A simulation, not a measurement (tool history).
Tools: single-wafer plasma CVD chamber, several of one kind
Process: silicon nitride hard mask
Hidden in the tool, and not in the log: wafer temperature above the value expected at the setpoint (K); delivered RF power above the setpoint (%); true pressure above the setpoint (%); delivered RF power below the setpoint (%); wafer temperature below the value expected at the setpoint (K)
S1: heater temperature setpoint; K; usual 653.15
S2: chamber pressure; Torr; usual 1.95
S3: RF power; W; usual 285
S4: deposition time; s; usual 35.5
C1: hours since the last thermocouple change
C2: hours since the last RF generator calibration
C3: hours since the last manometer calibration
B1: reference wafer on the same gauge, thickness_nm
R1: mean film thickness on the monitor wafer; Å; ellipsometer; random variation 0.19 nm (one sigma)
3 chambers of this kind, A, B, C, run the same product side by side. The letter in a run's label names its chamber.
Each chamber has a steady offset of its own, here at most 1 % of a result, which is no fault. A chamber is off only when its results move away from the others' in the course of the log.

{"run": "1B", "hour": 7.8, "S1": 653.15, "S2": 1.95, "S3": 285, "S4": 35.5, "C1": 1420.4, "C2": 908.6, "C3": 158.5, "B1": 39.59, "R1": 417.68}
{"run": "2C", "hour": 16.5, "S1": 653.15, "S2": 1.95, "S3": 285, "S4": 35.5, "C1": 256.2, "C2": 635.5, "C3": 22.4, "B1": 39.626, "R1": 418.21}
{"run": "3A", "hour": 21.6, "S1": 653.15, "S2": 1.95, "S3": 285, "S4": 35.5, "C1": 621.2, "C2": 806.2, "C3": 441.4, "B1": 39.598, "R1": 419.66}
{"run": "4C", "hour": 31.2, "S1": 653.15, "S2": 1.95, "S3": 285, "S4": 35.5, "C1": 270.9, "C2": 650.2, "C3": 37.1, "B1": 39.638, "R1": 422}
{"run": "5B", "hour": 37.8, "S1": 653.15, "S2": 1.95, "S3": 285, "S4": 35.5, "C1": 1450.4, "C2": 938.6, "C3": 188.5, "B1": 39.606, "R1": 423.71}
{"run": "6A", "hour": 42.6, "S1": 653.15, "S2": 1.95, "S3": 285, "S4": 35.5, "C1": 642.2, "C2": 827.2, "C3": 462.4, "B1": 39.615, "R1": 420.44}
{"run": "7C", "hour": 47.3, "S1": 653.15, "S2": 1.95, "S3": 285, "S4": 35.5, "C1": 287, "C2": 666.3, "C3": 53.2, "B1": 39.597, "R1": 419.2}
{"run": "8A", "hour": 52.3, "S1": 653.15, "S2": 1.95, "S3": 285, "S4": 35.5, "C1": 651.9, "C2": 836.9, "C3": 472.1, "B1": 39.589, "R1": 420.99}
{"run": "9B", "hour": 59.5, "S1": 653.15, "S2": 1.71, "S3": 285, "S4": 29.2, "C1": 1472.1, "C2": 960.3, "C3": 210.2, "B1": 39.58, "R1": 333.01}
{"run": "10B", "hour": 66.1, "S1": 653.15, "S2": 1.71, "S3": 285, "S4": 29.2, "C1": 1478.7, "C2": 966.9, "C3": 216.8, "B1": 39.614, "R1": 327.06}
{"run": "11C", "hour": 72.6, "S1": 653.15, "S2": 1.71, "S3": 285, "S4": 29.2, "C1": 312.3, "C2": 691.6, "C3": 78.5, "B1": 39.599, "R1": 332.68}
{"run": "12A", "hour": 79.4, "S1": 653.15, "S2": 1.95, "S3": 285, "S4": 35.5, "C1": 679, "C2": 864, "C3": 499.2, "B1": 39.618, "R1": 418.25}
{"run": "13B", "hour": 89.1, "S1": 653.15, "S2": 1.95, "S3": 285, "S4": 35.5, "C1": 1501.7, "C2": 989.9, "C3": 239.8, "B1": 39.581, "R1": 416.44}
{"run": "14C", "hour": 98.8, "S1": 653.15, "S2": 1.95, "S3": 285, "S4": 35.5, "C1": 338.5, "C2": 717.8, "C3": 104.7, "B1": 39.594, "R1": 416.98}
{"run": "15A", "hour": 105.5, "S1": 653.15, "S2": 1.95, "S3": 285, "S4": 35.5, "C1": 705.1, "C2": 890.1, "C3": 525.3, "B1": 39.567, "R1": 418.42}
{"run": "16B", "hour": 114.8, "S1": 653.15, "S2": 1.95, "S3": 285, "S4": 35.5, "C1": 1527.4, "C2": 1015.6, "C3": 265.5, "B1": 39.57, "R1": 413.8}
{"run": "17A", "hour": 124.6, "S1": 653.15, "S2": 1.95, "S3": 285, "S4": 35.5, "C1": 724.2, "C2": 909.2, "C3": 544.4, "B1": 39.569, "R1": 418.31}
{"run": "18C", "hour": 133.3, "S1": 653.15, "S2": 1.95, "S3": 285, "S4": 35.5, "C1": 373, "C2": 752.3, "C3": 139.2, "B1": 39.617, "R1": 416.54}
{"run": "19C", "hour": 139.9, "S1": 653.15, "S2": 1.95, "S3": 285, "S4": 35.5, "C1": 379.6, "C2": 758.9, "C3": 145.8, "B1": 39.616, "R1": 420.14}
{"run": "20B", "hour": 147.9, "S1": 653.15, "S2": 1.95, "S3": 285, "S4": 35.5, "C1": 1560.5, "C2": 1048.7, "C3": 298.6, "B1": 39.547, "R1": 407.06}
{"run": "21A", "hour": 154.7, "S1": 653.15, "S2": 1.95, "S3": 285, "S4": 35.5, "C1": 754.3, "C2": 939.3, "C3": 574.5, "B1": 39.596, "R1": 419.25}
{"run": "22B", "hour": 161.8, "S1": 653.15, "S2": 1.95, "S3": 285, "S4": 35.5, "C1": 1574.4, "C2": 1062.6, "C3": 312.5, "B1": 39.602, "R1": 403.76}
{"run": "23C", "hour": 167.1, "S1": 653.15, "S2": 1.95, "S3": 285, "S4": 35.5, "C1": 406.8, "C2": 786.1, "C3": 173, "B1": 39.633, "R1": 422.66}
{"run": "24A", "hour": 174.8, "S1": 653.15, "S2": 1.95, "S3": 285, "S4": 35.5, "C1": 774.4, "C2": 959.4, "C3": 594.6, "B1": 39.556, "R1": 418.87}
{"run": "25A", "hour": 182.0, "S1": 653.15, "S2": 1.95, "S3": 285, "S4": 35.5, "C1": 781.6, "C2": 966.6, "C3": 601.8, "B1": 39.56, "R1": 417.12}
{"run": "26C", "hour": 190.3, "S1": 653.15, "S2": 2.19, "S3": 285, "S4": 35.5, "C1": 430, "C2": 809.3, "C3": 196.2, "B1": 39.618, "R1": 431.75}
{"run": "27B", "hour": 197.1, "S1": 653.15, "S2": 2.19, "S3": 285, "S4": 35.5, "C1": 1609.7, "C2": 1097.9, "C3": 347.8, "B1": 39.57, "R1": 411.53}
{"run": "28C", "hour": 205.4, "S1": 653.15, "S2": 2.19, "S3": 285, "S4": 35.5, "C1": 445.1, "C2": 824.4, "C3": 211.3, "B1": 39.6, "R1": 435.96}
{"run": "29B", "hour": 212.2, "S1": 653.15, "S2": 1.95, "S3": 285, "S4": 35.5, "C1": 1624.8, "C2": 1113, "C3": 362.9, "B1": 39.55, "R1": 396.38}
{"run": "30A", "hour": 221.8, "S1": 653.15, "S2": 1.95, "S3": 285, "S4": 35.5, "C1": 821.4, "C2": 1006.4, "C3": 641.6, "B1": 39.648, "R1": 421.52}

Next, every chamber runs the same settings. What will each give?
{"run": "31A", "hour": 228.8, "S1": 653.15, "S2": 1.95, "S3": 285, "S4": 35.5, "R1": "?"}
{"run": "31B", "hour": 228.8, "S1": 653.15, "S2": 1.95, "S3": 285, "S4": 35.5, "R1": "?"}
{"run": "31C", "hour": 228.8, "S1": 653.15, "S2": 1.95, "S3": 285, "S4": 35.5, "R1": "?"}

run=31A R1=420.25
run=31B R1=393.86
run=31C R1=420.91
